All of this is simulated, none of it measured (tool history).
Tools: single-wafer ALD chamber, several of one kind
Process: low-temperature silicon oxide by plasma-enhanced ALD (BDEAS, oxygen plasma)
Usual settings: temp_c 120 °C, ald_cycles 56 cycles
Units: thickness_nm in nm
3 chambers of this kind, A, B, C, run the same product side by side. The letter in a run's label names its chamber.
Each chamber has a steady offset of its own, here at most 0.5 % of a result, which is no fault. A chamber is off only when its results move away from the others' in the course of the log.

| run | day | temp_c | ald_cycles | read-back reference wafer on the same gauge, thickness_nm | thickness_nm |
|---|---|---|---|---|---|
| 1A | 0.338 | 120 | 56 | 6.6963 | 7.7551 |
| 2C | 0.712 | 120 | 56 | 6.6946 | 7.7363 |
| 3B | 1.092 | 120 | 56 | 6.6930 | 7.6753 |
| 4A | 1.421 | 120 | 56 | 6.6929 | 7.7301 |
| 5B | 1.900 | 120 | 56 | 6.6893 | 7.6773 |
| 6C | 2.138 | 120 | 56 | 6.6856 | 7.7024 |
| 7A | 2.521 | 120 | 56 | 6.6835 | 7.7200 |
| 8B | 2.888 | 127 | 46 | 6.6834 | 6.2203 |
| 9C | 3.396 | 127 | 46 | 6.6810 | 6.2497 |
| 10C | 3.771 | 127 | 46 | 6.6783 | 6.2435 |
| 11A | 4.171 | 129 | 65 | 6.6773 | 8.7693 |
| 12B | 4.425 | 129 | 65 | 6.6742 | 8.7396 |
| 13A | 4.783 | 129 | 65 | 6.6737 | 8.7907 |
| 14C | 5.092 | 120 | 56 | 6.6733 | 7.6975 |
| 15B | 5.404 | 120 | 56 | 6.6725 | 7.6548 |
| 16C | 5.917 | 120 | 56 | 6.6644 | 7.6779 |
| 17A | 6.362 | 120 | 56 | 6.6656 | 7.6968 |
| 18B | 6.858 | 120 | 56 | 6.6583 | 7.6463 |
| 19A | 7.292 | 120 | 56 | 6.6565 | 7.6944 |
| 20C | 7.650 | 120 | 56 | 6.6541 | 7.6750 |
| 21B | 8.008 | 120 | 56 | 6.6528 | 7.6377 |

Is one chamber off against the others, does the gauge drift, or is nothing wrong? If a chamber is off, say which, and what the likeliest cause is.

The gauge drifts, so all chambers seem to drift together. No chamber is off.
Cause: gauge reads low (%) = 0.725.
